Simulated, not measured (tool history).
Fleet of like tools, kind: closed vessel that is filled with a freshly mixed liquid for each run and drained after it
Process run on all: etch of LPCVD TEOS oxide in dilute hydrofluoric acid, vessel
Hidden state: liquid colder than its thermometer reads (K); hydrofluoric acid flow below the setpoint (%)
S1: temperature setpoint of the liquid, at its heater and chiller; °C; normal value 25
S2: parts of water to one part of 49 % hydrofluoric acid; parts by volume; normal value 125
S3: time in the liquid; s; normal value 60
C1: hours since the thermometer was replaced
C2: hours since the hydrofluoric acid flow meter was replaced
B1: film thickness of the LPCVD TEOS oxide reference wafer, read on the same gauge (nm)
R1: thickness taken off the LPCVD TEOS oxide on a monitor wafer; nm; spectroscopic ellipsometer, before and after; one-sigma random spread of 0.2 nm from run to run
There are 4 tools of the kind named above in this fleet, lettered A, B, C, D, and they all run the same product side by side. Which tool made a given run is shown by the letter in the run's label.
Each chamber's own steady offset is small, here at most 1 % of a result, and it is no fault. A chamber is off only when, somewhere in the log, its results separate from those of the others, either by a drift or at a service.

-- hour=1.8 chamber B: hydrofluoric acid flow meter replaced
run 1B hour=7.3 | S1=25 S2=125 S3=60 | C1=498.4 C2=5.5 | B1=99.991 | R1=22.496
run 2C hour=13.4 | S1=25 S2=125 S3=60 | C1=631.4 C2=183.5 | B1=100.01 | R1=22.954
run 3A hour=18.9 | S1=25 S2=125 S3=60 | C1=2332 C2=52.3 | B1=100.01 | R1=23.003
run 4D hour=23.3 | S1=25 S2=125 S3=60 | C1=1474.7 C2=73.8 | B1=99.99 | R1=23.082
run 5C hour=29.1 | S1=25 S2=125 S3=60 | C1=647.1 C2=199.2 | B1=100.01 | R1=22.948
run 6D hour=36.7 | S1=25 S2=125 S3=60 | C1=1488.1 C2=87.2 | B1=99.997 | R1=22.965
run 7B hour=43.9 | S1=25 S2=125 S3=60 | C1=535 C2=42.1 | B1=100.02 | R1=23.066
run 8A hour=49.5 | S1=25 S2=125 S3=60 | C1=2362.6 C2=82.9 | B1=99.991 | R1=22.966
run 9D hour=56.8 | S1=25 S2=125 S3=60 | C1=1508.2 C2=107.3 | B1=99.996 | R1=23.024
run 10A hour=63.5 | S1=25 S2=125 S3=60 | C1=2376.6 C2=96.9 | B1=99.995 | R1=23.198
run 11B hour=70.3 | S1=25 S2=125 S3=60 | C1=561.4 C2=68.5 | B1=99.997 | R1=22.858
run 12C hour=77.3 | S1=25 S2=125 S3=60 | C1=695.3 C2=247.4 | B1=100 | R1=22.911
run 13C hour=86.4 | S1=25 S2=125 S3=60 | C1=704.4 C2=256.5 | B1=100 | R1=22.492
run 14B hour=92.5 | S1=25 S2=125 S3=60 | C1=583.6 C2=90.7 | B1=100.01 | R1=22.727
run 15A hour=97.2 | S1=25 S2=125 S3=45 | C1=2410.3 C2=130.6 | B1=99.984 | R1=17.343
run 16D hour=104.9 | S1=25 S2=125 S3=45 | C1=1556.3 C2=155.4 | B1=100.01 | R1=17.272
run 17D hour=109.1 | S1=25 S2=125 S3=45 | C1=1560.5 C2=159.6 | B1=99.984 | R1=17.164
run 18B hour=115.7 | S1=25 S2=125 S3=45 | C1=606.8 C2=113.9 | B1=99.989 | R1=17.223
run 19C hour=120.7 | S1=25 S2=125 S3=60 | C1=738.7 C2=290.8 | B1=100.01 | R1=22.62
run 20A hour=126.8 | S1=25 S2=125 S3=75 | C1=2439.9 C2=160.2 | B1=99.965 | R1=28.766
run 21A hour=131.9 | S1=25 S2=125 S3=75 | C1=2445 C2=165.3 | B1=100.01 | R1=28.345
run 22C hour=139 | S1=25 S2=125 S3=75 | C1=757 C2=309.1 | B1=100 | R1=28.004
run 23D hour=145.5 | S1=25 S2=125 S3=75 | C1=1596.9 C2=196 | B1=100.02 | R1=28.831
run 24B hour=150.6 | S1=25 S2=125 S3=60 | C1=641.7 C2=148.8 | B1=100.01 | R1=22.717
run 25B hour=157.5 | S1=25 S2=125 S3=60 | C1=648.6 C2=155.7 | B1=100 | R1=22.824
run 26D hour=161.6 | S1=25 S2=125 S3=60 | C1=1613 C2=212.1 | B1=99.984 | R1=22.998
run 27C hour=167.4 | S1=25 S2=125 S3=60 | C1=785.4 C2=337.5 | B1=100 | R1=22.799
run 28A hour=176.5 | S1=26.5 S2=125 S3=85 | C1=2489.6 C2=209.9 | B1=99.991 | R1=35.416
run 29A hour=181.6 | S1=26.5 S2=125 S3=85 | C1=2494.7 C2=215 | B1=100.01 | R1=34.521
run 30D hour=188.8 | S1=26.5 S2=125 S3=85 | C1=1640.2 C2=239.3 | B1=99.98 | R1=34.489
run 31B hour=196.8 | S1=26.5 S2=125 S3=85 | C1=687.9 C2=195 | B1=100 | R1=34.646
run 32C hour=202.4 | S1=25 S2=125 S3=60 | C1=820.4 C2=372.5 | B1=100.01 | R1=22.567
run 33C hour=210.5 | S1=25 S2=125 S3=60 | C1=828.5 C2=380.6 | B1=99.997 | R1=22.586
run 34A hour=217.3 | S1=25 S2=125 S3=60 | C1=2530.4 C2=250.7 | B1=99.986 | R1=22.989
run 35D hour=222.2 | S1=25 S2=125 S3=60 | C1=1673.6 C2=272.7 | B1=99.982 | R1=22.768
run 36B hour=228.1 | S1=25 S2=125 S3=60 | C1=719.2 C2=226.3 | B1=99.996 | R1=22.844
run 37C hour=234.9 | S1=25 S2=125 S3=60 | C1=852.9 C2=405 | B1=100 | R1=22.774
run 38D hour=240.2 | S1=25 S2=125 S3=60 | C1=1691.6 C2=290.7 | B1=100 | R1=23.029

Which is it: a chamber that has drifted or been left off by a service, a gauge drift common to all chambers, or only each chamber's usual small offset? If a chamber is off, name it and its likeliest cause.

No chamber stands off beyond its own small offset, and the gauge holds steady.
